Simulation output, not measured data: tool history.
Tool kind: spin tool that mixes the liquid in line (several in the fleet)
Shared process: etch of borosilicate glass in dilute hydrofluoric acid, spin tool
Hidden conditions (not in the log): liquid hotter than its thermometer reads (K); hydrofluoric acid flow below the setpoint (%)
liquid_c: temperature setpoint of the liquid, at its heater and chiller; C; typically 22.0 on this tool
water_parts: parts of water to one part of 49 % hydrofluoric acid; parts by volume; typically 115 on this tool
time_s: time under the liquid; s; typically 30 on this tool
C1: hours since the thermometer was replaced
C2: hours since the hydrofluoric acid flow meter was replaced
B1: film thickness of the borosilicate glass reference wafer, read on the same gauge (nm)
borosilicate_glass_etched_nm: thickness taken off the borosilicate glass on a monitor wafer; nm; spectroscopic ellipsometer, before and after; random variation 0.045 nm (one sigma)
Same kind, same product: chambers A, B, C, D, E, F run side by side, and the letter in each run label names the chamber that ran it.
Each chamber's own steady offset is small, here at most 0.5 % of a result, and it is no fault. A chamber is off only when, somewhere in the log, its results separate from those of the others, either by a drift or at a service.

Run 1A, hour 3.1: usual settings; C1 795.9; C2 1629.1; B1 90.020. Result: borosilicate_glass_etched_nm 6.9296 nm.
Run 2C, hour 9.5: usual settings; C1 1550.9; C2 626.6; B1 89.981. Result: borosilicate_glass_etched_nm 6.9236 nm.
Run 3F, hour 13.0: usual settings; C1 1549.1; C2 1126.6; B1 89.977. Result: borosilicate_glass_etched_nm 7.0035 nm.
Run 4B, hour 19.3: usual settings; C1 375.0; C2 799.4; B1 90.006. Result: borosilicate_glass_etched_nm 6.9972 nm.
Run 5E, hour 23.6: usual settings; C1 730.4; C2 542.2; B1 89.996. Result: borosilicate_glass_etched_nm 6.9632 nm.
Run 6D, hour 29.0: usual settings; C1 226.4; C2 638.4; B1 89.992. Result: borosilicate_glass_etched_nm 6.8368 nm.
Run 7F, hour 35.0: usual settings; C1 1571.1; C2 1148.6; B1 89.997. Result: borosilicate_glass_etched_nm 6.9378 nm.
Run 8B, hour 38.2: usual settings; C1 393.9; C2 818.3; B1 89.970. Result: borosilicate_glass_etched_nm 6.9008 nm.
Run 9A, hour 41.3: usual settings; C1 834.1; C2 1667.3; B1 89.990. Result: borosilicate_glass_etched_nm 6.8826 nm.
Run 10C, hour 47.7: usual settings; C1 1589.1; C2 664.8; B1 90.013. Result: borosilicate_glass_etched_nm 6.9093 nm.
Run 11D, hour 50.8: usual settings; C1 248.2; C2 660.2; B1 89.991. Result: borosilicate_glass_etched_nm 6.9334 nm.
Run 12E, hour 56.0: usual settings; C1 762.8; C2 574.6; B1 90.005. Result: borosilicate_glass_etched_nm 6.8780 nm.
Run 13C, hour 59.7: usual settings; C1 1601.1; C2 676.8; B1 89.982. Result: borosilicate_glass_etched_nm 6.9765 nm.
Run 14E, hour 62.7: usual settings; C1 769.5; C2 581.3; B1 89.984. Result: borosilicate_glass_etched_nm 6.9220 nm.
Run 15F, hour 66.4: usual settings; C1 1602.5; C2 1180.0; B1 90.000. Result: borosilicate_glass_etched_nm 6.8343 nm.
Run 16D, hour 73.1: usual settings; C1 270.5; C2 682.5; B1 89.994. Result: borosilicate_glass_etched_nm 6.8478 nm.
Run 17A, hour 76.6: usual settings; C1 869.4; C2 1702.6; B1 89.988. Result: borosilicate_glass_etched_nm 6.8500 nm.
Run 18B, hour 79.8: usual settings but liquid_c 18.5 C; C1 435.5; C2 859.9; B1 89.999. Result: borosilicate_glass_etched_nm 6.0889 nm.
Run 19C, hour 86.0: usual settings but liquid_c 18.5 C; C1 1627.4; C2 703.1; B1 89.992. Result: borosilicate_glass_etched_nm 5.9708 nm.
Run 20B, hour 91.0: usual settings but liquid_c 18.5 C; C1 446.7; C2 871.1; B1 90.026. Result: borosilicate_glass_etched_nm 5.9723 nm.
Run 21F, hour 95.6: usual settings but liquid_c 18.5 C; C1 1631.7; C2 1209.2; B1 90.008. Result: borosilicate_glass_etched_nm 5.9800 nm.
Run 22D, hour 100.7: usual settings but liquid_c 18.5 C; C1 298.1; C2 710.1; B1 89.997. Result: borosilicate_glass_etched_nm 5.9521 nm.
Run 23E, hour 106.5: usual settings but liquid_c 18.5 C; C1 813.3; C2 625.1; B1 89.990. Result: borosilicate_glass_etched_nm 5.8928 nm.
Run 24A, hour 112.6: usual settings; C1 905.4; C2 1738.6; B1 90.010. Result: borosilicate_glass_etched_nm 6.8749 nm.
Run 25B, hour 117.8: usual settings but water_parts 80 parts by volume, time_s 20 s; C1 473.5; C2 897.9; B1 90.010. Result: borosilicate_glass_etched_nm 7.0245 nm.
Run 26A, hour 123.4: usual settings but water_parts 80 parts by volume, time_s 20 s; C1 916.2; C2 1749.4; B1 89.992. Result: borosilicate_glass_etched_nm 6.9955 nm.
Run 27E, hour 126.5: usual settings but water_parts 80 parts by volume, time_s 20 s; C1 833.3; C2 645.1; B1 90.016. Result: borosilicate_glass_etched_nm 6.7223 nm.
Run 28D, hour 129.8: usual settings but water_parts 80 parts by volume, time_s 20 s; C1 327.2; C2 739.2; B1 90.002. Result: borosilicate_glass_etched_nm 6.9199 nm.
Run 29C, hour 133.8: usual settings but water_parts 80 parts by volume, time_s 20 s; C1 1675.2; C2 750.9; B1 89.996. Result: borosilicate_glass_etched_nm 6.9374 nm.
Run 30F, hour 139.9: usual settings but water_parts 80 parts by volume, time_s 20 s; C1 1676.0; C2 1253.5; B1 90.022. Result: borosilicate_glass_etched_nm 6.9140 nm.
Run 31D, hour 142.9: usual settings but time_s 15 s; C1 340.3; C2 752.3; B1 90.022. Result: borosilicate_glass_etched_nm 3.4704 nm.
Run 32E, hour 149.4: usual settings but time_s 15 s; C1 856.2; C2 668.0; B1 90.020. Result: borosilicate_glass_etched_nm 3.3362 nm.
Run 33C, hour 152.4: usual settings but time_s 15 s; C1 1693.8; C2 769.5; B1 90.013. Result: borosilicate_glass_etched_nm 3.4305 nm.
Run 34F, hour 159.0: usual settings but time_s 15 s; C1 1695.1; C2 1272.6; B1 89.971. Result: borosilicate_glass_etched_nm 3.4939 nm.
Run 35B, hour 163.1: usual settings but time_s 15 s; C1 518.8; C2 943.2; B1 89.987. Result: borosilicate_glass_etched_nm 3.4767 nm.
Run 36A, hour 168.5: usual settings but time_s 15 s; C1 961.3; C2 1794.5; B1 89.994. Result: borosilicate_glass_etched_nm 3.4028 nm.
Run 37B, hour 173.1: usual settings; C1 528.8; C2 953.2; B1 89.993. Result: borosilicate_glass_etched_nm 6.9705 nm.
Run 38C, hour 177.5: usual settings; C1 1718.9; C2 794.6; B1 89.978. Result: borosilicate_glass_etched_nm 6.9455 nm.
Run 39F, hour 180.8: usual settings; C1 1716.9; C2 1294.4; B1 89.993. Result: borosilicate_glass_etched_nm 6.9174 nm.
Run 40A, hour 186.8: usual settings; C1 979.6; C2 1812.8; B1 90.003. Result: borosilicate_glass_etched_nm 6.8684 nm.
Run 41D, hour 192.9: usual settings; C1 390.3; C2 802.3; B1 89.984. Result: borosilicate_glass_etched_nm 6.9347 nm.
Run 42E, hour 198.7: usual settings; C1 905.5; C2 717.3; B1 89.989. Result: borosilicate_glass_etched_nm 6.6007 nm.
At hour 199.7: chamber A: thermometer replaced.
Run 43A, hour 202.4: usual settings; C1 2.7; C2 1828.4; B1 90.020. Result: borosilicate_glass_etched_nm 6.8631 nm.

One chamber off, gauge drift, or nothing amiss beyond the chambers' own small offsets? If it is a chamber, which one, and what is the likeliest cause?

It is chamber E that slowly wanders off from its peers.
Likeliest cause: hydrofluoric acid flow below the setpoint (%) = 3.9.
The log may not separate it from: liquid colder than its thermometer reads (K).

Here are 4 candidates for chamber E's next run, each the usual settings with a change, their results left as question marks. Which one brings its results back in line with what the others give on the usual settings?
In line means no further than this from the other chambers' mean on the usual settings: borosilicate_glass_etched_nm 0.1600 nm
Run 44E-1, hour 207.2: usual settings but water_parts 125 parts by volume. Result: borosilicate_glass_etched_nm ?.
Run 44E-2, hour 207.2: usual settings but water_parts 110 parts by volume. Result: borosilicate_glass_etched_nm ?.
Run 44E-3, hour 207.2: usual settings but water_parts 120 parts by volume. Result: borosilicate_glass_etched_nm ?.
Run 44E-4, hour 207.2: usual settings but water_parts 105 parts by volume. Result: borosilicate_glass_etched_nm ?.

The mean the other chambers reach with the usual settings: borosilicate_glass_etched_nm 6.9258 nm
  run  borosilicate_glass_etched_nm
44E-1                        5.9825
44E-2                        6.9121
44E-3                        6.2666
44E-4                        7.2814
With 44E-2, the chamber falls back in line with the rest.

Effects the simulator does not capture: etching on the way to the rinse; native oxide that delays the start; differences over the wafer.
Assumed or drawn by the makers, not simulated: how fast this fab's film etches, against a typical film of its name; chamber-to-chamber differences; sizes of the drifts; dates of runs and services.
